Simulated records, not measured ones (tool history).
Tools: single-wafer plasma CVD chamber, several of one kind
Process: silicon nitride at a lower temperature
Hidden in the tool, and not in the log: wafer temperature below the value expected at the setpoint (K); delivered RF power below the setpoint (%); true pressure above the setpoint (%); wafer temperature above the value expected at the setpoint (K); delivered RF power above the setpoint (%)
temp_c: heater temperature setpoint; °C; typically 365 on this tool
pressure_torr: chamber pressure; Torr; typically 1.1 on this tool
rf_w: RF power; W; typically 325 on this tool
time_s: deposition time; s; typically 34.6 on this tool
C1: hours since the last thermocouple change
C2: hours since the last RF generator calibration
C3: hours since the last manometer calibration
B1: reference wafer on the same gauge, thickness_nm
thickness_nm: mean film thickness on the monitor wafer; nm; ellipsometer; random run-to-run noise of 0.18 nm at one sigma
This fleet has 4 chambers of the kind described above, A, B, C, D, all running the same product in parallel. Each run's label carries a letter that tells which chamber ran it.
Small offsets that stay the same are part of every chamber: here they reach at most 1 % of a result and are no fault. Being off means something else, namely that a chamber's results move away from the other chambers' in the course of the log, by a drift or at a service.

Run 1A, day 0.117: usual settings; C1 298.6; C2 965.8; C3 903.2; B1 41.196. Result: thickness_nm 37.972 nm.
Run 2D, day 0.258: usual settings; C1 993.1; C2 379.3; C3 262.1; B1 41.182. Result: thickness_nm 38.074 nm.
Run 3C, day 0.446: usual settings; C1 606.8; C2 1326; C3 1904.3; B1 41.188. Result: thickness_nm 38.222 nm.
Run 4B, day 0.575: usual settings; C1 824.2; C2 1352.2; C3 2182.4; B1 41.205. Result: thickness_nm 38.591 nm.
Run 5A, day 0.696: usual settings; C1 312.5; C2 979.7; C3 917.1; B1 41.222. Result: thickness_nm 38.158 nm.
Run 6B, day 0.867: usual settings but temp_c 371 °C, time_s 41.2 s; C1 831.2; C2 1359.2; C3 2189.4; B1 41.198. Result: thickness_nm 45.642 nm.
Run 7D, day 1.042: usual settings but temp_c 371 °C, time_s 41.2 s; C1 1011.9; C2 398.1; C3 280.9; B1 41.165. Result: thickness_nm 45.462 nm.
Run 8C, day 1.233: usual settings but temp_c 371 °C, time_s 41.2 s; C1 625.7; C2 1344.9; C3 1923.2; B1 41.185. Result: thickness_nm 45.335 nm.
Run 9A, day 1.396: usual settings but temp_c 371 °C, time_s 41.2 s; C1 329.3; C2 996.5; C3 933.9; B1 41.209. Result: thickness_nm 44.729 nm.
Run 10C, day 1.525: usual settings; C1 632.7; C2 1351.9; C3 1930.2; B1 41.27. Result: thickness_nm 38.375 nm.
Run 11D, day 1.662: usual settings; C1 1026.8; C2 413; C3 295.8; B1 41.225. Result: thickness_nm 37.887 nm.
Run 12B, day 1.767: usual settings; C1 852.8; C2 1380.8; C3 2211; B1 41.188. Result: thickness_nm 38.57 nm.
Run 13D, day 1.888: usual settings but temp_c 376 °C; C1 1032.2; C2 418.4; C3 301.2; B1 41.2. Result: thickness_nm 38.031 nm.
Run 14B, day 2.008: usual settings but temp_c 376 °C; C1 858.6; C2 1386.6; C3 2216.8; B1 41.147. Result: thickness_nm 38.184 nm.
Run 15A, day 2.179: usual settings but temp_c 376 °C; C1 348.1; C2 1015.3; C3 952.7; B1 41.216. Result: thickness_nm 37.445 nm.
Run 16C, day 2.333: usual settings but temp_c 376 °C; C1 652.1; C2 1371.3; C3 1949.6; B1 41.177. Result: thickness_nm 38.229 nm.
Run 17A, day 2.483: usual settings; C1 355.4; C2 1022.6; C3 960; B1 41.226. Result: thickness_nm 37.244 nm.
Run 18C, day 2.642: usual settings; C1 659.5; C2 1378.7; C3 1957; B1 41.228. Result: thickness_nm 38.232 nm.
Run 19B, day 2.767: usual settings; C1 876.8; C2 1404.8; C3 2235; B1 41.169. Result: thickness_nm 38.554 nm.
Run 20D, day 2.896: usual settings but rf_w 385 W; C1 1056.4; C2 442.6; C3 325.4; B1 41.215. Result: thickness_nm 42.25 nm.
Run 21A, day 3.029: usual settings but rf_w 385 W; C1 368.5; C2 1035.7; C3 973.1; B1 41.229. Result: thickness_nm 41.618 nm.
Run 22B, day 3.15: usual settings but rf_w 385 W; C1 886; C2 1414; C3 2244.2; B1 41.23. Result: thickness_nm 43.051 nm.
Run 23D, day 3.279: usual settings but rf_w 385 W; C1 1065.6; C2 451.8; C3 334.6; B1 41.201. Result: thickness_nm 42.554 nm.
Run 24C, day 3.396: usual settings; C1 677.6; C2 1396.8; C3 1975.1; B1 41.187. Result: thickness_nm 38.188 nm.
Run 25C, day 3.504: usual settings but temp_c 354 °C, time_s 36.7 s; C1 680.2; C2 1399.4; C3 1977.7; B1 41.152. Result: thickness_nm 40.835 nm.
Run 26D, day 3.662: usual settings but temp_c 354 °C, time_s 36.7 s; C1 1074.8; C2 461; C3 343.8; B1 41.17. Result: thickness_nm 40.633 nm.
Run 27B, day 3.758: usual settings but temp_c 354 °C, time_s 36.7 s; C1 900.6; C2 1428.6; C3 2258.8; B1 41.241. Result: thickness_nm 40.972 nm.
Run 28A, day 3.842: usual settings but temp_c 354 °C, time_s 36.7 s; C1 388; C2 1055.2; C3 992.6; B1 41.227. Result: thickness_nm 39.022 nm.
Run 29B, day 3.996: usual settings; C1 906.3; C2 1434.3; C3 2264.5; B1 41.166. Result: thickness_nm 38.38 nm.
Run 30A, day 4.121: usual settings; C1 394.7; C2 1061.9; C3 999.3; B1 41.147. Result: thickness_nm 36.571 nm.
Run 31C, day 4.3: usual settings; C1 699.3; C2 1418.5; C3 1996.8; B1 41.186. Result: thickness_nm 38.137 nm.
Run 32D, day 4.442: usual settings; C1 1093.5; C2 479.7; C3 362.5; B1 41.244. Result: thickness_nm 37.963 nm.
Run 33D, day 4.617: usual settings; C1 1097.7; C2 483.9; C3 366.7; B1 41.23. Result: thickness_nm 38.17 nm.
Run 34B, day 4.775: usual settings but time_s 39.9 s; C1 925; C2 1453; C3 2283.2; B1 41.189. Result: thickness_nm 44.331 nm.
At day 4.792: chamber B: RF generator calibrated.
Run 35A, day 4.954: usual settings but time_s 39.9 s; C1 414.7; C2 1081.9; C3 1019.3; B1 41.223. Result: thickness_nm 41.893 nm.
Run 36C, day 5.075: usual settings but time_s 39.9 s; C1 717.9; C2 1437.1; C3 2015.4; B1 41.218. Result: thickness_nm 44.156 nm.
Run 37C, day 5.171: usual settings but time_s 39.9 s; C1 720.2; C2 1439.4; C3 2017.7; B1 41.169. Result: thickness_nm 44.693 nm.
Run 38D, day 5.358: usual settings; C1 1115.5; C2 501.7; C3 384.5; B1 41.206. Result: thickness_nm 37.961 nm.
Run 39B, day 5.467: usual settings; C1 941.6; C2 16.2; C3 2299.8; B1 41.159. Result: thickness_nm 38.281 nm.
Run 40A, day 5.558: usual settings; C1 429.2; C2 1096.4; C3 1033.8; B1 41.247. Result: thickness_nm 36.376 nm.

Next, all 4 chambers run the settings below, one line each with question marks for the results. What does each chamber give?
Run 41A, day 5.7: usual settings. Result: thickness_nm ?.
Run 41B, day 5.7: usual settings. Result: thickness_nm ?.
Run 41C, day 5.7: usual settings. Result: thickness_nm ?.
Run 41D, day 5.7: usual settings. Result: thickness_nm ?.

run  thickness_nm
41A        35.926
41B        38.487
41C        38.602
41D        38.363

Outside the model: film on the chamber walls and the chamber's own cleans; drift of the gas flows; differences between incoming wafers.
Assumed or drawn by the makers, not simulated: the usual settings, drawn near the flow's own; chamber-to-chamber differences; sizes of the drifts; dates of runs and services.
